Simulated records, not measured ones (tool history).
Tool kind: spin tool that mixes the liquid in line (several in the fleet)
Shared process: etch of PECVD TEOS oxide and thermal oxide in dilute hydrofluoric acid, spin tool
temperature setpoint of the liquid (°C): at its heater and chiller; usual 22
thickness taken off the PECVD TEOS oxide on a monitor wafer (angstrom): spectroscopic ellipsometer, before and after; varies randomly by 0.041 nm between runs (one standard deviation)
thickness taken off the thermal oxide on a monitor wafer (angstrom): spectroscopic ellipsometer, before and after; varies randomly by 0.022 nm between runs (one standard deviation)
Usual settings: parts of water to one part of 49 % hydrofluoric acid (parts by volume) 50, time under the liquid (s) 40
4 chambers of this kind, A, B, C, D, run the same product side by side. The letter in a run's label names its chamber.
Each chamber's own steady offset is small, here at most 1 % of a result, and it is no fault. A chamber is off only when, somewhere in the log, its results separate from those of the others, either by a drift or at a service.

run   hour  temperature setpoint of the liquid (°C)  parts of water to one part of 49 % hydrofluoric acid (parts by volume)  time under the liquid (s)  read-back film thickness of the PECVD TEOS oxide reference wafer, read on the same gauge (nm)  read-back film thickness of the thermal oxide reference wafer, read on the same gauge (nm)  thickness taken off the PECVD TEOS oxide on a monitor wafer (angstrom)  thickness taken off the thermal oxide on a monitor wafer (angstrom)
 1A    3.8                                       22                                                                      50                         40                                                                                         130.03                                                                                      119.99                                                                  79.433                                                               36.383
 2C    6.8                                       22                                                                      50                         40                                                                                            130                                                                                      119.98                                                                  78.674                                                               36.416
 3B   11.7                                       22                                                                      50                         40                                                                                         130.02                                                                                         120                                                                  78.725                                                               36.411
 4D     17                                       22                                                                      50                         40                                                                                         129.98                                                                                         120                                                                  78.045                                                               36.372
 5C   19.9                                       22                                                                      50                         40                                                                                         130.03                                                                                      119.99                                                                  77.709                                                               36.318
 6A   24.9                                       22                                                                      50                         40                                                                                         130.03                                                                                         120                                                                  78.083                                                               36.261
 7B   30.2                                       22                                                                      50                         40                                                                                         130.02                                                                                      120.02                                                                  78.388                                                               36.195
 8D   35.8                                       22                                                                      50                         40                                                                                         129.99                                                                                         120                                                                  78.524                                                               36.634
 9C   38.9                                       22                                                                      50                         40                                                                                         130.04                                                                                      119.98                                                                  77.954                                                               36.242
10D   43.4                                       22                                                                      50                         40                                                                                         130.04                                                                                      119.99                                                                  78.852                                                               36.545
11B   46.5                                       22                                                                      50                         40                                                                                         129.98                                                                                      120.02                                                                  77.573                                                               36.042
12A   52.4                                       22                                                                      50                         40                                                                                         129.99                                                                                      120.02                                                                  78.459                                                               36.437
13D     57                                       22                                                                      50                         40                                                                                         130.01                                                                                      119.97                                                                  78.139                                                               36.473
14A     63                                     24.5                                                                      50                         55                                                                                            130                                                                                      119.98                                                                  118.92                                                               55.565
15B     68                                     24.5                                                                      50                         55                                                                                         130.01                                                                                         120                                                                  120.33                                                               55.951
16C   72.1                                     24.5                                                                      50                         55                                                                                         129.95                                                                                      119.99                                                                  119.23                                                               56.076
17D   77.1                                     24.5                                                                      50                         55                                                                                         130.01                                                                                      119.98                                                                  119.68                                                               55.277
18B   82.9                                       26                                                                      30                         40                                                                                         130.04                                                                                         120                                                                  157.16                                                                72.52
      85.1  -- chamber C: hydrofluoric acid flow meter replaced
19C   87.1                                       26                                                                      30                         40                                                                                         129.95                                                                                         120                                                                  158.07                                                               73.148
20A   91.5                                       26                                                                      30                         40                                                                                         130.04                                                                                         120                                                                  158.01                                                               72.915
21B   97.5                                       26                                                                      30                         40                                                                                         129.98                                                                                      119.98                                                                  155.92                                                               73.552
22A  100.8                                       22                                                                      50                         40                                                                                         129.99                                                                                      119.98                                                                  78.874                                                               36.889
23C  106.9                                       22                                                                      50                         40                                                                                         129.95                                                                                      120.01                                                                  77.646                                                               36.073
24D  112.7                                       22                                                                      50                         40                                                                                         130.02                                                                                         120                                                                  78.862                                                                 36.2
25D  116.2                                       22                                                                      50                         40                                                                                         129.93                                                                                      120.01                                                                  78.099                                                               36.657
26B  119.9                                       22                                                                      50                         40                                                                                         130.04                                                                                         120                                                                  77.556                                                                36.35
27A  125.5                                       22                                                                      50                         40                                                                                         129.97                                                                                      120.02                                                                  78.475                                                                36.44

Each of the 4 chambers runs these same settings next. Fill in every chamber's results:
28A   130                                       22                                                                      50                         40                                                                                                                                                                                                                                                                  ?                                                                    ?
28B   130                                       22                                                                      50                         40                                                                                                                                                                                                                                                                  ?                                                                    ?
28C   130                                       22                                                                      50                         40                                                                                                                                                                                                                                                                  ?                                                                    ?
28D   130                                       22                                                                      50                         40                                                                                                                                                                                                                                                                  ?                                                                    ?

run  thickness taken off the PECVD TEOS oxide on a monitor wafer (angstrom)  thickness taken off the thermal oxide on a monitor wafer (angstrom)
28A                                                                  78.668                                                               36.599
28B                                                                  79.003                                                               36.644
28C                                                                  77.595                                                                 36.3
28D                                                                  78.321                                                                36.27
